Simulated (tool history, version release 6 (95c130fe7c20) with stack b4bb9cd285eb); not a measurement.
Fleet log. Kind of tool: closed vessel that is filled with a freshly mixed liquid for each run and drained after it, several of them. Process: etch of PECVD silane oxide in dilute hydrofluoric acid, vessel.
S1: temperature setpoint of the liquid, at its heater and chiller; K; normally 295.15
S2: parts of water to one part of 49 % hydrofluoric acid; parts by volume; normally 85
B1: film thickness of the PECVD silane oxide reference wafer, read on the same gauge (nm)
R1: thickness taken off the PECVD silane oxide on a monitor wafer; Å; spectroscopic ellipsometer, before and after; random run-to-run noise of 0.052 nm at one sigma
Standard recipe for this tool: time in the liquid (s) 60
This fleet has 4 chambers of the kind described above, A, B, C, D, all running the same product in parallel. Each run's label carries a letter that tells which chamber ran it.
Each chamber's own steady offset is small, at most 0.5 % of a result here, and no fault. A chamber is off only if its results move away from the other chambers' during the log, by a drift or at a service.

{"run": "1C", "hour": 3.5, "S1": 295.15, "S2": 85, "time in the liquid (s)": 60, "B1": 150.0, "R1": 99.992}
{"run": "2A", "hour": 6.5, "S1": 295.15, "S2": 85, "time in the liquid (s)": 60, "B1": 149.97, "R1": 99.575}
{"run": "3B", "hour": 10.9, "S1": 295.15, "S2": 85, "time in the liquid (s)": 60, "B1": 150.05, "R1": 99.008}
{"run": "4D", "hour": 13.9, "S1": 295.15, "S2": 85, "time in the liquid (s)": 60, "B1": 150.0, "R1": 99.087}
{"run": "5C", "hour": 16.2, "S1": 295.15, "S2": 85, "time in the liquid (s)": 60, "B1": 149.98, "R1": 100.07}
{"run": "6A", "hour": 19.8, "S1": 295.15, "S2": 85, "time in the liquid (s)": 60, "B1": 150.01, "R1": 99.089}
{"run": "7D", "hour": 23.6, "S1": 295.15, "S2": 60, "time in the liquid (s)": 60, "B1": 150.0, "R1": 144.12}
{"run": "8B", "hour": 27.4, "S1": 295.15, "S2": 60, "time in the liquid (s)": 60, "B1": 150.01, "R1": 146.59}
{"run": "9D", "hour": 31.3, "S1": 295.15, "S2": 60, "time in the liquid (s)": 60, "B1": 149.99, "R1": 144.19}
{"run": "10B", "hour": 34.6, "S1": 295.15, "S2": 60, "time in the liquid (s)": 60, "B1": 150.0, "R1": 146.96}
{"run": "11C", "hour": 36.8, "S1": 295.15, "S2": 85, "time in the liquid (s)": 60, "B1": 150.04, "R1": 99.57}
{"run": "12A", "hour": 41.3, "S1": 295.15, "S2": 85, "time in the liquid (s)": 60, "B1": 150.0, "R1": 100.06}
{"run": "13A", "hour": 45.4, "S1": 290.65, "S2": 105, "time in the liquid (s)": 60, "B1": 149.99, "R1": 65.848}
{"run": "14D", "hour": 50.5, "S1": 290.65, "S2": 105, "time in the liquid (s)": 60, "B1": 150.0, "R1": 64.98}
{"run": "15C", "hour": 54.3, "S1": 290.65, "S2": 105, "time in the liquid (s)": 60, "B1": 149.98, "R1": 66.208}
{"run": "16B", "hour": 56.6, "S1": 290.65, "S2": 105, "time in the liquid (s)": 60, "B1": 149.98, "R1": 64.951}
{"run": "17A", "hour": 59.0, "S1": 295.15, "S2": 85, "time in the liquid (s)": 60, "B1": 150.02, "R1": 99.179}
{"run": "18B", "hour": 62.4, "S1": 295.15, "S2": 85, "time in the liquid (s)": 60, "B1": 150.0, "R1": 100.36}
{"run": "19C", "hour": 66.6, "S1": 295.15, "S2": 85, "time in the liquid (s)": 60, "B1": 149.99, "R1": 98.85}
{"run": "20D", "hour": 69.5, "S1": 293.65, "S2": 85, "time in the liquid (s)": 90, "B1": 149.99, "R1": 139.97}
{"run": "21B", "hour": 72.5, "S1": 293.65, "S2": 85, "time in the liquid (s)": 90, "B1": 149.98, "R1": 140.64}
{"run": "22C", "hour": 75.2, "S1": 293.65, "S2": 85, "time in the liquid (s)": 90, "B1": 150.01, "R1": 139.85}
{"run": "23A", "hour": 80.4, "S1": 293.65, "S2": 85, "time in the liquid (s)": 90, "B1": 150.03, "R1": 139.57}
{"run": "24D", "hour": 85.4, "S1": 299.15, "S2": 85, "time in the liquid (s)": 60, "B1": 150.03, "R1": 117.17}
{"run": "25D", "hour": 87.7, "S1": 299.15, "S2": 85, "time in the liquid (s)": 60, "B1": 150.04, "R1": 115.78}
{"run": "26B", "hour": 92.8, "S1": 299.15, "S2": 85, "time in the liquid (s)": 60, "B1": 149.99, "R1": 118.26}
{"run": "27A", "hour": 96.7, "S1": 299.15, "S2": 85, "time in the liquid (s)": 60, "B1": 149.97, "R1": 117.31}
{"run": "28C", "hour": 101.7, "S1": 295.15, "S2": 85, "time in the liquid (s)": 60, "B1": 149.99, "R1": 99.813}
{"run": "29B", "hour": 106.8, "S1": 295.15, "S2": 85, "time in the liquid (s)": 60, "B1": 150.0, "R1": 101.13}
{"run": "30D", "hour": 109.8, "S1": 295.15, "S2": 55, "time in the liquid (s)": 60, "B1": 149.99, "R1": 158.43}
{"run": "31A", "hour": 113.1, "S1": 295.15, "S2": 55, "time in the liquid (s)": 60, "B1": 150.01, "R1": 158.26}
{"run": "32C", "hour": 117.5, "S1": 295.15, "S2": 55, "time in the liquid (s)": 60, "B1": 150.01, "R1": 158.06}
{"run": "33D", "hour": 120.9, "S1": 295.15, "S2": 55, "time in the liquid (s)": 60, "B1": 150.01, "R1": 159.29}
{"run": "34A", "hour": 124.0, "S1": 295.15, "S2": 55, "time in the liquid (s)": 40, "B1": 150.03, "R1": 107.32}
{"run": "35C", "hour": 127.2, "S1": 295.15, "S2": 55, "time in the liquid (s)": 40, "B1": 149.98, "R1": 106.65}
{"run": "36B", "hour": 129.5, "S1": 295.15, "S2": 55, "time in the liquid (s)": 40, "B1": 150.0, "R1": 111.5}
{"run": "37B", "hour": 134.1, "S1": 295.15, "S2": 55, "time in the liquid (s)": 40, "B1": 149.97, "R1": 110.39}
{"run": "38D", "hour": 138.2, "S1": 295.15, "S2": 85, "time in the liquid (s)": 60, "B1": 149.99, "R1": 98.704}
{"run": "39A", "hour": 143.3, "S1": 295.15, "S2": 85, "time in the liquid (s)": 60, "B1": 149.98, "R1": 99.909}

Next, all 4 chambers run the settings below, one line each with question marks for the results. What does each chamber give?
{"run": "40A", "hour": 147.0, "S1": 295.15, "S2": 85, "time in the liquid (s)": 30, "R1": "?"}
{"run": "40B", "hour": 147.0, "S1": 295.15, "S2": 85, "time in the liquid (s)": 30, "R1": "?"}
{"run": "40C", "hour": 147.0, "S1": 295.15, "S2": 85, "time in the liquid (s)": 30, "R1": "?"}
{"run": "40D", "hour": 147.0, "S1": 295.15, "S2": 85, "time in the liquid (s)": 30, "R1": "?"}

run=40A R1=49.787
run=40B R1=52.162
run=40C R1=49.527
run=40D R1=49.259
